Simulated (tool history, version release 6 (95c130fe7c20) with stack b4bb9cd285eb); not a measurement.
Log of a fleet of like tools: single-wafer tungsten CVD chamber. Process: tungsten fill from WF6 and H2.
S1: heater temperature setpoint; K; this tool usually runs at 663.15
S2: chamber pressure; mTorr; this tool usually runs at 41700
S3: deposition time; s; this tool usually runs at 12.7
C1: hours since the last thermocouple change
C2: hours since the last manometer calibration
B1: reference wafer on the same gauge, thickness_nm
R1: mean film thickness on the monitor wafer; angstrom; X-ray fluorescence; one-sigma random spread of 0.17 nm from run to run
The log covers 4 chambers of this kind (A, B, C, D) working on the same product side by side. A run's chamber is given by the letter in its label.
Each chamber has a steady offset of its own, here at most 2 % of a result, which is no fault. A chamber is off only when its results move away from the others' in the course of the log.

run 1A hour=4.4 | S1=663.15 S2=41700 S3=12.7 | C1=2025.7 C2=556.6 | B1=38.036 | R1=353.2
run 2C hour=11.3 | S1=663.15 S2=41700 S3=12.7 | C1=2486.5 C2=1187.3 | B1=37.989 | R1=359.43
run 3B hour=18.5 | S1=663.15 S2=41700 S3=12.7 | C1=868.3 C2=105.2 | B1=37.955 | R1=362.05
run 4D hour=22.7 | S1=663.15 S2=41700 S3=12.7 | C1=671.8 C2=803.6 | B1=38.03 | R1=354.21
run 5D hour=26 | S1=663.15 S2=41700 S3=12.7 | C1=675.1 C2=806.9 | B1=38.015 | R1=352.82
run 6A hour=32 | S1=663.15 S2=48100 S3=13.5 | C1=2053.3 C2=584.2 | B1=37.986 | R1=398.94
run 7C hour=37.6 | S1=663.15 S2=48100 S3=13.5 | C1=2512.8 C2=1213.6 | B1=38.03 | R1=411.8
run 8B hour=41.6 | S1=663.15 S2=48100 S3=13.5 | C1=891.4 C2=128.3 | B1=37.989 | R1=410.02
run 9A hour=48.1 | S1=663.15 S2=48100 S3=13.5 | C1=2069.4 C2=600.3 | B1=38.001 | R1=401.29
run 10D hour=53.2 | S1=663.15 S2=41700 S3=12.7 | C1=702.3 C2=834.1 | B1=37.978 | R1=354.19
run 11C hour=58.6 | S1=663.15 S2=41700 S3=12.7 | C1=2533.8 C2=1234.6 | B1=38.001 | R1=363.52
run 12B hour=64.1 | S1=663.15 S2=41700 S3=12.7 | C1=913.9 C2=150.8 | B1=37.966 | R1=362.36
run 13B hour=68.7 | S1=663.15 S2=41700 S3=12.7 | C1=918.5 C2=155.4 | B1=38.028 | R1=360.63
-- hour=71.3 chamber C: thermocouple changed; heater temperature recalibrated
run 14C hour=72.4 | S1=663.15 S2=41700 S3=12.7 | C1=1.1 C2=1248.4 | B1=38.005 | R1=379.52
run 15A hour=77.6 | S1=663.15 S2=41700 S3=12.7 | C1=2098.9 C2=629.8 | B1=37.983 | R1=352.24
run 16D hour=84.3 | S1=663.15 S2=41700 S3=12.7 | C1=733.4 C2=865.2 | B1=37.977 | R1=355.65
run 17A hour=89.5 | S1=663.15 S2=41700 S3=12.7 | C1=2110.8 C2=641.7 | B1=38.043 | R1=350.36
run 18C hour=94.3 | S1=663.15 S2=41700 S3=12.7 | C1=23 C2=1270.3 | B1=38.021 | R1=374.63
run 19D hour=100.5 | S1=663.15 S2=41700 S3=12.7 | C1=749.6 C2=881.4 | B1=37.967 | R1=350.4
run 20B hour=105.9 | S1=663.15 S2=41700 S3=12.7 | C1=955.7 C2=192.6 | B1=37.994 | R1=363.34
run 21B hour=111.8 | S1=663.15 S2=36000 S3=13.9 | C1=961.6 C2=198.5 | B1=37.994 | R1=373.11
run 22A hour=115.2 | S1=663.15 S2=36000 S3=13.9 | C1=2136.5 C2=667.4 | B1=37.943 | R1=358.51
run 23D hour=120.8 | S1=663.15 S2=36000 S3=13.9 | C1=769.9 C2=901.7 | B1=37.995 | R1=360.57
run 24C hour=126.7 | S1=663.15 S2=36000 S3=13.9 | C1=55.4 C2=1302.7 | B1=38.037 | R1=381.81
run 25B hour=131.6 | S1=663.15 S2=41700 S3=12.7 | C1=981.4 C2=218.3 | B1=38.01 | R1=360.71
run 26A hour=137.5 | S1=663.15 S2=41700 S3=12.7 | C1=2158.8 C2=689.7 | B1=38.015 | R1=349.34
run 27C hour=144.2 | S1=663.15 S2=41700 S3=12.7 | C1=72.9 C2=1320.2 | B1=38.003 | R1=376.25
run 28D hour=151.2 | S1=663.15 S2=41700 S3=12.7 | C1=800.3 C2=932.1 | B1=37.991 | R1=354.62
run 29D hour=155.5 | S1=663.15 S2=41700 S3=12.7 | C1=804.6 C2=936.4 | B1=37.976 | R1=353.31
run 30A hour=160.7 | S1=663.15 S2=41700 S3=12.7 | C1=2182 C2=712.9 | B1=38.005 | R1=352.44
run 31C hour=167.8 | S1=663.15 S2=41700 S3=12.7 | C1=96.5 C2=1343.8 | B1=37.997 | R1=379.3
run 32B hour=173.3 | S1=663.15 S2=41700 S3=12.7 | C1=1023.1 C2=260 | B1=37.973 | R1=358.85
run 33D hour=176.9 | S1=663.15 S2=41700 S3=11.1 | C1=826 C2=957.8 | B1=37.972 | R1=310.42
run 34B hour=180.7 | S1=663.15 S2=41700 S3=11.1 | C1=1030.5 C2=267.4 | B1=38.046 | R1=316.4
run 35C hour=184.6 | S1=663.15 S2=41700 S3=11.1 | C1=113.3 C2=1360.6 | B1=38.011 | R1=327.32
run 36A hour=188.5 | S1=663.15 S2=41700 S3=11.1 | C1=2209.8 C2=740.7 | B1=38.01 | R1=310.64
run 37C hour=194 | S1=663.15 S2=41700 S3=12.7 | C1=122.7 C2=1370 | B1=38.002 | R1=379.03
run 38B hour=199.6 | S1=663.15 S2=41700 S3=12.7 | C1=1049.4 C2=286.3 | B1=38.006 | R1=360.98
run 39A hour=205.9 | S1=663.15 S2=41700 S3=12.7 | C1=2227.2 C2=758.1 | B1=37.992 | R1=352
run 40D hour=211.6 | S1=663.15 S2=41700 S3=12.7 | C1=860.7 C2=992.5 | B1=37.999 | R1=356.71

Which is it: a chamber that has drifted or been left off by a service, a gauge drift common to all chambers, or only each chamber's usual small offset? If a chamber is off, name it and its likeliest cause.

A service left chamber C off against the others.
What lies behind it: wafer temperature above the value expected at the setpoint (K) = 2.02.

Chamber C could run next with any of the 4 candidate recipes listed below; each alters the usual settings, and their results appear as question marks. Which one brings its results back in line with what the other chambers deliver on the usual settings?
To be in line, a result may differ from the other chambers' mean on the usual settings by at most: R1 5.9 angstrom
run 41C-1 hour=216.8 | S1=667.15 S2=42800 S3=13.2 | R1=?
run 41C-2 hour=216.8 | S1=660.15 S2=41700 S3=12.7 | R1=?
run 41C-3 hour=216.8 | S1=665.15 S2=42200 S3=12.9 | R1=?
run 41C-4 hour=216.8 | S1=659.15 S2=40700 S3=12.3 | R1=?

The other chambers' mean on the usual settings: R1 355.97 angstrom
run=41C-1 R1=427.21
run=41C-2 R1=355.19
run=41C-3 R1=399.34
run=41C-4 R1=333.44
Change 41C-2 lands the chamber within the allowed miss of the other chambers.

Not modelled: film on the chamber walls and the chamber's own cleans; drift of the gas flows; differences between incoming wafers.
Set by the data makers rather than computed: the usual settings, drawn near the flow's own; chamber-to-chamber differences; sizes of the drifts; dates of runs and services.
